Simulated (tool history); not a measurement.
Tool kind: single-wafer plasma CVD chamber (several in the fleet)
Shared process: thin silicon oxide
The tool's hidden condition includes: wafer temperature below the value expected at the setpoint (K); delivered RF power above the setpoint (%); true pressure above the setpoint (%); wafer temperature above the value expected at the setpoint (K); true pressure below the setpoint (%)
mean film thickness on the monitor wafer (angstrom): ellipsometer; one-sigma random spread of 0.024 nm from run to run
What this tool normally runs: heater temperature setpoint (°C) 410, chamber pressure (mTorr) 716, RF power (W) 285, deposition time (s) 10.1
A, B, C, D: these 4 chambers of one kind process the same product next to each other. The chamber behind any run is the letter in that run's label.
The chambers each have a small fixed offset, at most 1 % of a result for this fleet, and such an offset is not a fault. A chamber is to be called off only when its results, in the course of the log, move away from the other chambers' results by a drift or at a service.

run,hour,heater temperature setpoint (°C),chamber pressure (mTorr),RF power (W),deposition time (s),hours since the last thermocouple change,hours since the last RF generator calibration,hours since the last manometer calibration,"read-back reference wafer on the same gauge, thickness_nm",mean film thickness on the monitor wafer (angstrom)
1D,10.5,410,716,285,10.1,1809.7,834.9,124.1,16.089,161.11
2A,19.3,410,716,285,10.1,1899.7,503.5,1722.8,16.094,161.83
3B,33.0,410,716,285,10.1,710.1,1833.6,1151.4,16.090,162.92
4C,40.8,410,716,285,10.1,513.2,451.1,486.2,16.085,161.35
5D,54.2,410,716,285,10.1,1853.4,878.6,167.8,16.092,160.55
6B,66.7,410,716,285,10.1,743.8,1867.3,1185.1,16.085,162.20
7C,78.1,410,716,285,10.1,550.5,488.4,523.5,16.083,161.65
8A,90.0,410,716,285,10.1,1970.4,574.2,1793.5,16.080,161.01
# hour 97.4: chamber A: capacitance manometer re-zeroed and calibrated
9A,98.5,410,716,320,11.7,1978.9,582.7,1.1,16.077,196.01
10D,106.5,410,716,320,11.7,1905.7,930.9,220.1,16.083,195.04
11B,113.0,410,716,320,11.7,790.1,1913.6,1231.4,16.072,197.35
12C,123.0,410,716,320,11.7,595.4,533.3,568.4,16.077,196.07
13A,130.3,410,716,285,10.1,2010.7,614.5,32.9,16.077,161.62
14B,138.8,410,716,285,10.1,815.9,1939.4,1257.2,16.076,162.71
15D,149.9,410,867,315,10.1,1949.1,974.3,263.5,16.064,200.54
16C,158.8,410,867,315,10.1,631.2,569.1,604.2,16.063,201.16
17A,172.8,410,867,315,10.1,2053.2,657.0,75.4,16.065,200.70
18B,183.1,410,867,315,10.1,860.2,1983.7,1301.5,16.062,202.76
19C,196.2,410,716,285,10.1,668.6,606.5,641.6,16.057,161.83
20D,208.6,410,716,285,10.1,2007.8,1033.0,322.2,16.055,160.33
21D,216.7,410,716,285,10.1,2015.9,1041.1,330.3,16.052,160.45
22A,225.9,401,783,285,10.1,2106.3,710.1,128.5,16.050,176.76
23B,232.3,401,783,285,10.1,909.4,2032.9,1350.7,16.044,178.41
24C,247.2,401,783,285,10.1,719.6,657.5,692.6,16.047,177.46
25A,259.5,401,783,285,10.1,2139.9,743.7,162.1,16.046,176.81
26D,272.8,410,833,285,10.1,2072.0,1097.2,386.4,16.043,185.59
27C,280.3,410,833,285,10.1,752.7,690.6,725.7,16.039,185.78
28B,293.7,410,833,285,10.1,970.8,2094.3,1412.1,16.035,188.52
29C,302.5,410,833,285,10.1,774.9,712.8,747.9,16.040,186.07
30A,312.1,410,716,285,10.1,2192.5,796.3,214.7,16.031,161.04
31D,320.6,410,716,285,10.1,2119.8,1145.0,434.2,16.032,160.13
32B,332.5,410,716,285,10.1,1009.6,2133.1,1450.9,16.028,162.04
33D,345.4,410,621,285,10.1,2144.6,1169.8,459.0,16.022,137.59
34A,351.9,410,621,285,10.1,2232.3,836.1,254.5,16.028,138.66
# hour 357.4: chamber D: thermocouple changed; heater temperature recalibrated
35B,361.5,410,621,285,10.1,1038.6,2162.1,1479.9,16.018,138.67
36C,369.2,410,621,285,10.1,841.6,779.5,814.6,16.019,138.90
37A,378.5,410,890,240,10.1,2258.9,862.7,281.1,16.021,182.37
38C,393.3,410,890,240,10.1,865.7,803.6,838.7,16.019,181.93
39D,406.7,410,890,240,10.1,49.4,1231.1,520.3,16.010,181.87
40B,421.1,410,890,240,10.1,1098.2,2221.7,1539.5,16.012,184.63
41B,435.6,410,716,285,10.1,1112.7,2236.2,1554.0,16.011,161.66

Has any chamber moved away from the others, gradually or after a service, or does the common gauge drift, or do the chambers differ only by their own small steady offsets? State the chamber and the most likely cause if one applies.

No chamber is off; the gauge reading every chamber's wafers drifts, which makes the whole fleet appear to move together.
Cause: gauge reads low (%) = 0.597.
